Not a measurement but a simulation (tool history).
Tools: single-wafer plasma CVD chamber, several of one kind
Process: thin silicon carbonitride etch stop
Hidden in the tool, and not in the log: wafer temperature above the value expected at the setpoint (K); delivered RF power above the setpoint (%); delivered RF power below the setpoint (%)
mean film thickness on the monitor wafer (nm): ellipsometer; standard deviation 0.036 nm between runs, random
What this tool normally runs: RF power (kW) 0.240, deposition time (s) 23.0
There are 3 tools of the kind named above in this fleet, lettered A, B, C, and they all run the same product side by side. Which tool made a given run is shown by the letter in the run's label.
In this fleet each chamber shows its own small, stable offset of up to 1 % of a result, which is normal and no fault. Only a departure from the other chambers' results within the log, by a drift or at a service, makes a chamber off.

run	hour	RF power (kW)	deposition time (s)	hours since the last thermocouple change	hours since the last RF generator calibration	read-back reference wafer on the same gauge, thickness_nm	mean film thickness on the monitor wafer (nm)
1A	4.6	0.240	23.0	392.3	1640.6	14.416	13.974
2B	10.0	0.240	23.0	1928.8	364.3	14.410	14.024
3C	16.3	0.240	23.0	474.5	72.1	14.396	13.760
4B	19.9	0.240	23.0	1938.7	374.2	14.404	13.967
5A	26.8	0.215	19.6	414.5	1662.8	14.408	11.503
6C	31.4	0.215	19.6	489.6	87.2	14.397	11.284
7A	35.3	0.215	19.6	423.0	1671.3	14.392	11.402
8B	39.0	0.240	23.0	1957.8	393.3	14.406	13.922
9C	44.0	0.240	23.0	502.2	99.8	14.401	13.780
10B	47.5	0.240	23.0	1966.3	401.8	14.406	13.994
11A	51.8	0.240	23.0	439.5	1687.8	14.403	13.880
12C	56.0	0.240	23.0	514.2	111.8	14.398	13.723
13C	59.4	0.240	23.0	517.6	115.2	14.396	13.691
14B	66.2	0.240	23.0	1985.0	420.5	14.395	13.860
15A	70.7	0.240	23.0	458.4	1706.7	14.405	13.891
16A	76.1	0.200	23.0	463.8	1712.1	14.404	13.194
17C	81.3	0.200	23.0	539.5	137.1	14.394	13.039
18B	87.8	0.200	23.0	2006.6	442.1	14.406	13.140
19C	92.5	0.240	23.0	550.7	148.3	14.404	13.761
20A	98.1	0.240	23.0	485.8	1734.1	14.404	13.900
21B	105.2	0.240	23.0	2024.0	459.5	14.401	13.919
22C	109.5	0.240	23.0	567.7	165.3	14.396	13.758
23A	116.1	0.200	24.6	503.8	1752.1	14.400	14.079
24B	120.4	0.200	24.6	2039.2	474.7	14.407	14.076
25B	124.5	0.200	24.6	2043.3	478.8	14.394	14.095
26C	129.3	0.240	23.0	587.5	185.1	14.398	13.771
27A	135.4	0.240	23.0	523.1	1771.4	14.400	13.918
28A	140.4	0.240	23.0	528.1	1776.4	14.388	13.934
29B	146.8	0.240	23.0	2065.6	501.1	14.390	13.929

Next, every chamber runs the same settings. What will each give?
30A	151.9	0.240	23.0				?
30B	151.9	0.240	23.0				?
30C	151.9	0.240	23.0				?

run	mean film thickness on the monitor wafer (nm)
30A	13.906
30B	13.865
30C	13.841
